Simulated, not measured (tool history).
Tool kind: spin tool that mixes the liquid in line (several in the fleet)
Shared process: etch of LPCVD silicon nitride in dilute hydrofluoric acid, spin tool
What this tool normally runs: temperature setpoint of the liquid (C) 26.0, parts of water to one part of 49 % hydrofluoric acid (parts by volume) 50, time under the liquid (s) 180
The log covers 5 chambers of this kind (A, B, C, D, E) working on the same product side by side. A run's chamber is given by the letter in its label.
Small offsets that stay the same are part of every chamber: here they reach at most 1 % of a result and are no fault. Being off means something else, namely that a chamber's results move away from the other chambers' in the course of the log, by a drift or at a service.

| run | hour | temperature setpoint of the liquid (C) | parts of water to one part of 49 % hydrofluoric acid (parts by volume) | time under the liquid (s) | hours since the thermometer was replaced | hours since the hydrofluoric acid flow meter was replaced | read-back film thickness of the LPCVD silicon nitride reference wafer, read on the same gauge (nm) | thickness taken off the LPCVD silicon nitride on a monitor wafer (angstrom) |
|---|---|---|---|---|---|---|---|---|
| 1C | 5.0 | 26.0 | 50 | 180 | 291.2 | 299.2 | 60.011 | 20.427 |
| 2B | 11.2 | 26.0 | 50 | 180 | 155.1 | 1409.3 | 59.976 | 19.714 |
| 3E | 17.9 | 26.0 | 50 | 180 | 1339.9 | 327.6 | 60.014 | 20.570 |
| 4A | 28.1 | 26.0 | 50 | 180 | 889.5 | 130.5 | 60.016 | 20.021 |
| 5D | 36.9 | 26.0 | 50 | 180 | 1153.9 | 698.8 | 60.007 | 20.422 |
| 6D | 45.5 | 26.0 | 50 | 180 | 1162.5 | 707.4 | 59.988 | 21.040 |
| 7C | 51.6 | 26.0 | 50 | 180 | 337.8 | 345.8 | 59.995 | 20.419 |
| 8A | 62.7 | 26.0 | 50 | 180 | 924.1 | 165.1 | 60.006 | 20.372 |
| 9B | 71.5 | 26.0 | 50 | 180 | 215.4 | 1469.6 | 60.024 | 20.361 |
| 10E | 80.5 | 26.0 | 50 | 180 | 1402.5 | 390.2 | 60.007 | 20.722 |
| 11C | 89.1 | 26.0 | 50 | 180 | 375.3 | 383.3 | 59.988 | 20.598 |
| 12E | 94.5 | 26.0 | 40 | 180 | 1416.5 | 404.2 | 60.003 | 26.253 |
|  | 98.1 | chamber C: hydrofluoric acid flow meter replaced |
| 13A | 105.2 | 26.0 | 40 | 180 | 966.6 | 207.6 | 59.975 | 25.059 |
| 14D | 111.3 | 26.0 | 40 | 180 | 1228.3 | 773.2 | 59.996 | 26.318 |
| 15B | 120.4 | 26.0 | 40 | 180 | 264.3 | 1518.5 | 59.991 | 25.304 |
| 16E | 131.6 | 26.0 | 40 | 180 | 1453.6 | 441.3 | 60.031 | 26.153 |
| 17B | 138.1 | 26.0 | 50 | 180 | 282.0 | 1536.2 | 59.999 | 20.409 |
| 18A | 143.5 | 26.0 | 40 | 220 | 1004.9 | 245.9 | 60.010 | 30.171 |
| 19C | 152.1 | 26.0 | 40 | 220 | 438.3 | 54.0 | 60.000 | 30.954 |
| 20D | 160.3 | 26.0 | 40 | 220 | 1277.3 | 822.2 | 59.988 | 31.963 |
| 21D | 168.2 | 26.0 | 40 | 220 | 1285.2 | 830.1 | 59.990 | 31.665 |
| 22A | 175.4 | 26.0 | 40 | 220 | 1036.8 | 277.8 | 59.983 | 30.761 |
|  | 179.0 | chamber D: hydrofluoric acid flow meter replaced |
| 23B | 181.2 | 26.0 | 50 | 180 | 325.1 | 1579.3 | 59.994 | 20.096 |
| 24E | 190.1 | 26.0 | 50 | 180 | 1512.1 | 499.8 | 60.016 | 21.533 |
| 25C | 201.2 | 26.0 | 55 | 180 | 487.4 | 103.1 | 60.013 | 18.778 |
| 26E | 212.5 | 26.0 | 55 | 180 | 1534.5 | 522.2 | 60.002 | 19.929 |
| 27D | 222.8 | 26.0 | 55 | 180 | 1339.8 | 43.8 | 60.022 | 18.621 |
| 28C | 231.9 | 26.0 | 55 | 180 | 518.1 | 133.8 | 60.036 | 18.927 |
| 29B | 238.5 | 26.0 | 55 | 180 | 382.4 | 1636.6 | 59.989 | 18.110 |
| 30A | 243.4 | 26.0 | 50 | 180 | 1104.8 | 345.8 | 60.019 | 20.011 |
| 31E | 250.7 | 26.0 | 50 | 180 | 1572.7 | 560.4 | 60.010 | 21.980 |
| 32C | 261.5 | 26.0 | 65 | 230 | 547.7 | 163.4 | 59.999 | 20.216 |
| 33B | 270.7 | 26.0 | 65 | 230 | 414.6 | 1668.8 | 60.020 | 19.542 |
| 34A | 279.3 | 26.0 | 65 | 230 | 1140.7 | 381.7 | 60.003 | 20.042 |
| 35D | 290.3 | 26.0 | 65 | 230 | 1407.3 | 111.3 | 60.000 | 20.488 |
| 36D | 296.9 | 26.0 | 65 | 230 | 1413.9 | 117.9 | 60.014 | 20.752 |
| 37B | 303.4 | 21.5 | 50 | 180 | 447.3 | 1701.5 | 60.008 | 14.817 |
| 38E | 310.5 | 21.5 | 50 | 180 | 1632.5 | 620.2 | 60.026 | 16.264 |
| 39C | 321.8 | 21.5 | 50 | 180 | 608.0 | 223.7 | 60.008 | 15.283 |
| 40A | 327.6 | 21.5 | 50 | 180 | 1189.0 | 430.0 | 59.985 | 15.088 |

The same settings go to every chamber for the next run, one line per chamber below. Forecast the results for each:
| 41A | 335.7 | 26.0 | 50 | 180 |  |  |  | ? |
| 41B | 335.7 | 26.0 | 50 | 180 |  |  |  | ? |
| 41C | 335.7 | 26.0 | 50 | 180 |  |  |  | ? |
| 41D | 335.7 | 26.0 | 50 | 180 |  |  |  | ? |
| 41E | 335.7 | 26.0 | 50 | 180 |  |  |  | ? |

| run | thickness taken off the LPCVD silicon nitride on a monitor wafer (angstrom) |
|---|---|
| 41A | 20.095 |
| 41B | 20.102 |
| 41C | 20.608 |
| 41D | 20.509 |
| 41E | 22.434 |

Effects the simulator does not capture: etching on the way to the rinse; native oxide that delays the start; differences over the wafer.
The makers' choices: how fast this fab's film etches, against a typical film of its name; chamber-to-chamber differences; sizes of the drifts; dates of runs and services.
